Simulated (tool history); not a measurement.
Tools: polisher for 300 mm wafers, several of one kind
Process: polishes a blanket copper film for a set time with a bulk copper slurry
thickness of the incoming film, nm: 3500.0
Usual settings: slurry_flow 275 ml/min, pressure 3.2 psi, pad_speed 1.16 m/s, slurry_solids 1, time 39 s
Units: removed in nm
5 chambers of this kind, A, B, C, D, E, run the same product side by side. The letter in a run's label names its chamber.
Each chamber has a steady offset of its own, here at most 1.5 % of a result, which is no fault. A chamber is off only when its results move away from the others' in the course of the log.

Run 1A, hour 12.4: usual settings. Result: removed 473.98 nm.
At hour 15.1: chamber E: slurry nozzle cleaned.
Run 2B, hour 19.8: usual settings. Result: removed 469.86 nm.
Run 3C, hour 28.4: usual settings. Result: removed 477.17 nm.
Run 4D, hour 35.4: usual settings. Result: removed 487.84 nm.
At hour 42.4: chamber B: worn pad replaced by a new one.
Run 5E, hour 48: usual settings but pressure 2.1 psi. Result: removed 311.74 nm.
At hour 48.5: chamber B: slurry nozzle cleaned.
At hour 52.6: chamber E: worn pad replaced by a new one.
Run 6C, hour 56.2: usual settings but pressure 2.1 psi. Result: removed 318.59 nm.
At hour 57.7: chamber A: worn pad replaced by a new one.
Run 7B, hour 62.7: usual settings but pressure 2.1 psi. Result: removed 312.52 nm.
At hour 74.3: chamber E: slurry blender recalibrated.
Run 8A, hour 76.4: usual settings but pressure 2.1 psi. Result: removed 307.04 nm.
Run 9D, hour 83.7: usual settings but pressure 2.1 psi. Result: removed 312.23 nm.
Run 10E, hour 92.2: usual settings. Result: removed 471.92 nm.
At hour 96.6: chamber A: slurry blender recalibrated.
Run 11B, hour 99.4: usual settings. Result: removed 469.74 nm.
Run 12C, hour 111.7: usual settings but pad_speed 1.34 m/s, slurry_solids 0.75. Result: removed 523.46 nm.
Run 13A, hour 121.2: usual settings but pad_speed 1.34 m/s, slurry_solids 0.75. Result: removed 517.75 nm.
Run 14E, hour 129.4: usual settings but pad_speed 1.34 m/s, slurry_solids 0.75. Result: removed 514.21 nm.
Run 15D, hour 135.7: usual settings but pad_speed 1.34 m/s, slurry_solids 0.75. Result: removed 522.71 nm.
At hour 141: chamber E: worn pad replaced by a new one.
At hour 143.5: chamber B: head pressure recalibrated.
At hour 144.5: chamber A: worn pad replaced by a new one.
Run 16C, hour 144.9: usual settings but pad_speed 1.34 m/s, slurry_solids 0.75. Result: removed 518.22 nm.
Run 17D, hour 151: usual settings. Result: removed 483.58 nm.
At hour 151.5: chamber D: worn pad replaced by a new one.
Run 18E, hour 159: usual settings. Result: removed 468.38 nm.
Run 19A, hour 172.8: usual settings. Result: removed 469.11 nm.
Run 20B, hour 180.8: usual settings. Result: removed 464.69 nm.
At hour 181.2: chamber B: worn pad replaced by a new one.
Run 21B, hour 188.4: usual settings. Result: removed 461.17 nm.
Run 22E, hour 199.7: usual settings. Result: removed 476.35 nm.
At hour 202.4: chamber C: worn pad replaced by a new one.
Run 23A, hour 210: usual settings. Result: removed 464.07 nm.
At hour 216.3: chamber E: worn pad replaced by a new one.
At hour 217.5: chamber B: slurry blender recalibrated.
Run 24C, hour 219.8: usual settings. Result: removed 487.89 nm.
Run 25D, hour 229.3: usual settings. Result: removed 480.76 nm.
At hour 230.2: chamber E: slurry blender recalibrated.
At hour 230.3: chamber A: worn pad replaced by a new one.
Run 26D, hour 243.2: usual settings but pressure 2.5 psi. Result: removed 373.14 nm.
Run 27A, hour 250.8: usual settings but pressure 2.5 psi. Result: removed 359.41 nm.
At hour 253.5: chamber D: slurry blender recalibrated.
Run 28E, hour 258: usual settings but pressure 2.5 psi. Result: removed 375.4 nm.
At hour 263.9: chamber D: slurry nozzle cleaned.
Run 29C, hour 269.9: usual settings but pressure 2.5 psi. Result: removed 378.88 nm.
At hour 271.9: chamber C: slurry nozzle cleaned.
Run 30B, hour 281.4: usual settings but pressure 2.5 psi. Result: removed 362.26 nm.
At hour 285.4: chamber C: slurry blender recalibrated.
Run 31E, hour 293.3: usual settings. Result: removed 481.43 nm.
At hour 302: chamber E: worn pad replaced by a new one.
Run 32A, hour 302: usual settings. Result: removed 459.25 nm.
At hour 305.2: chamber D: worn pad replaced by a new one.
Run 33B, hour 309.3: usual settings. Result: removed 466.37 nm.
At hour 311.7: chamber B: slurry nozzle cleaned.
Run 34C, hour 315.5: usual settings. Result: removed 484.43 nm.
Run 35D, hour 326.9: usual settings. Result: removed 478.06 nm.
At hour 330.2: chamber A: worn pad replaced by a new one.
Run 36B, hour 337.8: usual settings. Result: removed 461.95 nm.
At hour 339.8: chamber B: worn pad replaced by a new one.
Run 37E, hour 344.6: usual settings. Result: removed 469.27 nm.
Run 38D, hour 357.7: usual settings. Result: removed 480.68 nm.
Run 39C, hour 365.6: usual settings. Result: removed 485.36 nm.
At hour 366.6: chamber C: worn pad replaced by a new one.
Run 40A, hour 374.6: usual settings. Result: removed 452.33 nm.
Run 41D, hour 382: usual settings. Result: removed 478.57 nm.
Run 42B, hour 391.9: usual settings. Result: removed 469.31 nm.
Run 43C, hour 405.9: usual settings but pad_speed 1.38 m/s, time 34 s. Result: removed 499.6 nm.
Run 44A, hour 418.7: usual settings but pad_speed 1.38 m/s, time 34 s. Result: removed 457.92 nm.

All 5 chambers run these settings next. Forecast each chamber's results:
Run 45A, hour 428.7: usual settings but time 28 s. Result: removed ?.
Run 45B, hour 428.7: usual settings but time 28 s. Result: removed ?.
Run 45C, hour 428.7: usual settings but time 28 s. Result: removed ?.
Run 45D, hour 428.7: usual settings but time 28 s. Result: removed ?.
Run 45E, hour 428.7: usual settings but time 28 s. Result: removed ?.

run  removed
45A   321.21
45B   333.54
45C   348.36
45D   345.16
45E   337.12

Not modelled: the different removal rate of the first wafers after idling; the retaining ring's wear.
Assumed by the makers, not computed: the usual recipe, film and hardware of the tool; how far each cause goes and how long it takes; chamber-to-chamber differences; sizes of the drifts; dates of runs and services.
